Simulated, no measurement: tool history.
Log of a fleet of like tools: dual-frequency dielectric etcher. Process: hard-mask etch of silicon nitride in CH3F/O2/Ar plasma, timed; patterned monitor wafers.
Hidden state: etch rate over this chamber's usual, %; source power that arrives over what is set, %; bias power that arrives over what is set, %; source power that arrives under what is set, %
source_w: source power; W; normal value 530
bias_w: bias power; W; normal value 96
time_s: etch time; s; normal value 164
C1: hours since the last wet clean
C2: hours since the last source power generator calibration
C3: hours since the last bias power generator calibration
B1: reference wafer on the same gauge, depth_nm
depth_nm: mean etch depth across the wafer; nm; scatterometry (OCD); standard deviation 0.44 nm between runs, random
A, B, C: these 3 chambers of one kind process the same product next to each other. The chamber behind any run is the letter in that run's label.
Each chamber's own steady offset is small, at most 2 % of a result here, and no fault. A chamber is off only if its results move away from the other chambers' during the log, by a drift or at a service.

{"run": "1C", "hour": 13.5, "source_w": 530, "bias_w": 96, "time_s": 164, "C1": 130.2, "C2": 3008.5, "C3": 334.4, "B1": 127.92, "depth_nm": 140.77}
{"run": "2B", "hour": 24.6, "source_w": 530, "bias_w": 96, "time_s": 164, "C1": 205, "C2": 1205.5, "C3": 1091.6, "B1": 128, "depth_nm": 138.91}
{"run": "3A", "hour": 31.4, "source_w": 530, "bias_w": 96, "time_s": 164, "C1": 530.2, "C2": 5061.6, "C3": 1744.9, "B1": 128.05, "depth_nm": 141.98}
{"hour": 34.2, "done": "chamber A: source power generator calibrated"}
{"hour": 37.7, "done": "chamber A: wet clean of the chamber"}
{"run": "4B", "hour": 42.0, "source_w": 530, "bias_w": 96, "time_s": 164, "C1": 222.4, "C2": 1222.9, "C3": 1109, "B1": 127.95, "depth_nm": 139.07}
{"run": "5A", "hour": 55.7, "source_w": 530, "bias_w": 96, "time_s": 164, "C1": 18, "C2": 21.5, "C3": 1769.2, "B1": 128.05, "depth_nm": 142.85}
{"run": "6C", "hour": 63.1, "source_w": 530, "bias_w": 96, "time_s": 164, "C1": 179.8, "C2": 3058.1, "C3": 384, "B1": 128.07, "depth_nm": 141.2}
{"run": "7A", "hour": 69.7, "source_w": 530, "bias_w": 96, "time_s": 164, "C1": 32, "C2": 35.5, "C3": 1783.2, "B1": 128.11, "depth_nm": 143.31}
{"run": "8C", "hour": 80.8, "source_w": 530, "bias_w": 96, "time_s": 164, "C1": 197.5, "C2": 3075.8, "C3": 401.7, "B1": 128.02, "depth_nm": 141.98}
{"run": "9B", "hour": 89.6, "source_w": 530, "bias_w": 96, "time_s": 164, "C1": 270, "C2": 1270.5, "C3": 1156.6, "B1": 128.04, "depth_nm": 139.58}
{"run": "10C", "hour": 98.0, "source_w": 530, "bias_w": 96, "time_s": 201.5, "C1": 214.7, "C2": 3093, "C3": 418.9, "B1": 128.06, "depth_nm": 175.55}
{"run": "11A", "hour": 109.6, "source_w": 530, "bias_w": 96, "time_s": 201.5, "C1": 71.9, "C2": 75.4, "C3": 1823.1, "B1": 127.99, "depth_nm": 175.36}
{"run": "12B", "hour": 124.1, "source_w": 530, "bias_w": 96, "time_s": 201.5, "C1": 304.5, "C2": 1305, "C3": 1191.1, "B1": 127.91, "depth_nm": 171.06}
{"run": "13B", "hour": 138.3, "source_w": 530, "bias_w": 76, "time_s": 164, "C1": 318.7, "C2": 1319.2, "C3": 1205.3, "B1": 128.05, "depth_nm": 129.24}
{"run": "14A", "hour": 146.9, "source_w": 530, "bias_w": 76, "time_s": 164, "C1": 109.2, "C2": 112.7, "C3": 1860.4, "B1": 127.89, "depth_nm": 131.53}
{"run": "15C", "hour": 153.7, "source_w": 530, "bias_w": 76, "time_s": 164, "C1": 270.4, "C2": 3148.7, "C3": 474.6, "B1": 127.97, "depth_nm": 131.6}
{"run": "16B", "hour": 164.6, "source_w": 530, "bias_w": 96, "time_s": 164, "C1": 345, "C2": 1345.5, "C3": 1231.6, "B1": 128.11, "depth_nm": 139.19}
{"run": "17C", "hour": 178.5, "source_w": 530, "bias_w": 96, "time_s": 164, "C1": 295.2, "C2": 3173.5, "C3": 499.4, "B1": 128.07, "depth_nm": 144.52}
{"run": "18A", "hour": 193.0, "source_w": 530, "bias_w": 96, "time_s": 164, "C1": 155.3, "C2": 158.8, "C3": 1906.5, "B1": 128.03, "depth_nm": 142.8}
{"run": "19A", "hour": 199.6, "source_w": 530, "bias_w": 109, "time_s": 164, "C1": 161.9, "C2": 165.4, "C3": 1913.1, "B1": 128.08, "depth_nm": 150.34}
{"run": "20B", "hour": 206.5, "source_w": 530, "bias_w": 109, "time_s": 164, "C1": 386.9, "C2": 1387.4, "C3": 1273.5, "B1": 128.03, "depth_nm": 145.26}
{"run": "21C", "hour": 218.2, "source_w": 530, "bias_w": 109, "time_s": 164, "C1": 334.9, "C2": 3213.2, "C3": 539.1, "B1": 128.03, "depth_nm": 151.04}
{"run": "22B", "hour": 227.8, "source_w": 530, "bias_w": 113, "time_s": 117, "C1": 408.2, "C2": 1408.7, "C3": 1294.8, "B1": 127.91, "depth_nm": 105.33}
{"run": "23C", "hour": 239.7, "source_w": 530, "bias_w": 113, "time_s": 117, "C1": 356.4, "C2": 3234.7, "C3": 560.6, "B1": 127.91, "depth_nm": 109.4}

Is one chamber off against the others, does the gauge drift, or is nothing wrong? If a chamber is off, say which, and what the likeliest cause is.

Little by little, chamber C moves away from the other chambers.
Most likely cause: etch rate over this chamber's usual, % = 3.54.

Below are 4 candidate recipes for chamber C's next run, each the usual settings with a change, their results shown as question marks. Which of them brings C's results back in line with what the other chambers give on the usual settings?
A result is in line if it is within this distance of the other chambers' mean on the usual settings: depth_nm 1.5 nm
{"run": "24C-1", "hour": 250.7, "source_w": 530, "bias_w": 95, "time_s": 159, "depth_nm": "?"}
{"run": "24C-2", "hour": 250.7, "source_w": 530, "bias_w": 98, "time_s": 175, "depth_nm": "?"}
{"run": "24C-3", "hour": 250.7, "source_w": 530, "bias_w": 96, "time_s": 170, "depth_nm": "?"}
{"run": "24C-4", "hour": 250.7, "source_w": 530, "bias_w": 96, "time_s": 152, "depth_nm": "?"}

Other chambers, usual settings, mean: depth_nm 140.76 nm
run=24C-1 depth_nm=140.67
run=24C-2 depth_nm=156.54
run=24C-3 depth_nm=150.96
run=24C-4 depth_nm=134.98
24C-1 brings the chamber back in line.
